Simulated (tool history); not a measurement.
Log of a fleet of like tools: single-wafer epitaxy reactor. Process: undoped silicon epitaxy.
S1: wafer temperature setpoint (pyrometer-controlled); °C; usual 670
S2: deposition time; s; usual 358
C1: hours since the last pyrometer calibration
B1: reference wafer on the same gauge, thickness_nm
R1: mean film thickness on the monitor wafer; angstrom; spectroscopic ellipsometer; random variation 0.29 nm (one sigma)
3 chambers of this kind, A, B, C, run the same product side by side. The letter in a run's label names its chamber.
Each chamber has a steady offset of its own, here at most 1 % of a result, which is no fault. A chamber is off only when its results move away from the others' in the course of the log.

| run | hour | S1 | S2 | C1 | B1 | R1 |
|---|---|---|---|---|---|---|
| 1C | 11.0 | 670 | 358 | 1186.6 | 83.191 | 919.22 |
| 2A | 23.0 | 670 | 358 | 1202.4 | 83.228 | 923.72 |
| 3B | 37.4 | 670 | 358 | 1174.6 | 83.232 | 915.64 |
| 4A | 48.9 | 670 | 358 | 1228.3 | 83.264 | 915.27 |
| 5B | 59.3 | 670 | 358 | 1196.5 | 83.263 | 910.69 |
| 6C | 74.2 | 670 | 358 | 1249.8 | 83.178 | 932.61 |
| 7B | 87.4 | 670 | 358 | 1224.6 | 83.198 | 914.75 |
| 8C | 102.7 | 670 | 296 | 1278.3 | 83.203 | 765.48 |
| 9A | 116.9 | 670 | 296 | 1296.3 | 83.131 | 762.31 |
| 10C | 130.6 | 670 | 296 | 1306.2 | 83.234 | 763.38 |
| 11B | 138.7 | 678 | 427 | 1275.9 | 83.230 | 1286.50 |
| 12A | 147.6 | 678 | 427 | 1327.0 | 83.149 | 1297.20 |
| 13C | 157.7 | 678 | 427 | 1333.3 | 83.202 | 1305.30 |
| 14A | 172.2 | 670 | 358 | 1351.6 | 83.199 | 925.91 |
| 15B | 180.4 | 670 | 358 | 1317.6 | 83.155 | 915.31 |
| 16B | 190.0 | 670 | 358 | 1327.2 | 83.219 | 912.02 |
| 17C | 198.3 | 670 | 358 | 1373.9 | 83.203 | 927.70 |
| 18A | 212.8 | 663 | 290 | 1392.2 | 83.221 | 648.63 |
| 19C | 226.1 | 663 | 290 | 1401.7 | 83.146 | 646.48 |
|  | 233.9 | chamber A: pyrometer calibrated |
| 20B | 239.8 | 663 | 290 | 1377.0 | 83.148 | 633.62 |
| 21A | 251.6 | 670 | 358 | 17.8 | 83.177 | 885.07 |
| 22C | 264.1 | 670 | 358 | 1439.7 | 83.171 | 921.71 |
| 23A | 272.7 | 670 | 358 | 38.9 | 83.242 | 886.76 |
| 24B | 287.7 | 679 | 313 | 1424.9 | 83.186 | 964.67 |
| 25C | 298.0 | 679 | 313 | 1473.6 | 83.211 | 974.30 |
| 26A | 309.1 | 679 | 313 | 75.3 | 83.205 | 927.61 |
| 27B | 317.4 | 670 | 358 | 1454.6 | 83.219 | 913.54 |
| 28B | 330.9 | 670 | 358 | 1468.1 | 83.274 | 918.66 |
| 29A | 346.2 | 664 | 336 | 112.4 | 83.219 | 729.46 |
| 30C | 361.2 | 664 | 336 | 1536.8 | 83.249 | 761.95 |
| 31B | 373.8 | 664 | 336 | 1511.0 | 83.234 | 755.56 |
| 32C | 383.0 | 670 | 358 | 1558.6 | 83.211 | 922.01 |
| 33A | 392.5 | 670 | 358 | 158.7 | 83.202 | 885.24 |
| 34B | 399.7 | 670 | 358 | 1536.9 | 83.224 | 917.07 |
| 35A | 412.1 | 670 | 358 | 178.3 | 83.278 | 883.66 |
| 36C | 426.4 | 670 | 358 | 1602.0 | 83.214 | 922.79 |
| 37C | 435.9 | 670 | 358 | 1611.5 | 83.200 | 923.82 |
| 38A | 448.4 | 670 | 358 | 214.6 | 83.193 | 879.65 |
| 39B | 464.0 | 670 | 358 | 1601.2 | 83.288 | 917.16 |
| 40A | 477.4 | 670 | 358 | 243.6 | 83.188 | 885.42 |

What goes on in this fleet: one chamber off, a drifting gauge, or nothing beyond the chambers' own small offsets? Name the chamber and the cause, if any.

A service left chamber A off against the others.
Cause: wafer temperature below the value expected at the setpoint (K) = 1.92.

Here are 4 candidates for chamber A's next run, each the usual settings with a change, their results left as question marks. Which one brings its results back in line with what the others give on the usual settings?
In line means no further than this from the other chambers' mean on the usual settings: R1 10.00 angstrom
| 41A-1 | 488.5 | 670 | 344 |  |  | ? |
| 41A-2 | 488.5 | 670 | 372 |  |  | ? |
| 41A-3 | 488.5 | 670 | 363 |  |  | ? |
| 41A-4 | 488.5 | 670 | 353 |  |  | ? |

The other chambers' mean on the usual settings: R1 919.16 angstrom
| run | R1 |
|---|---|
| 41A-1 | 848.96 |
| 41A-2 | 918.06 |
| 41A-3 | 895.85 |
| 41A-4 | 871.17 |
41A-2 brings the chamber back in line.

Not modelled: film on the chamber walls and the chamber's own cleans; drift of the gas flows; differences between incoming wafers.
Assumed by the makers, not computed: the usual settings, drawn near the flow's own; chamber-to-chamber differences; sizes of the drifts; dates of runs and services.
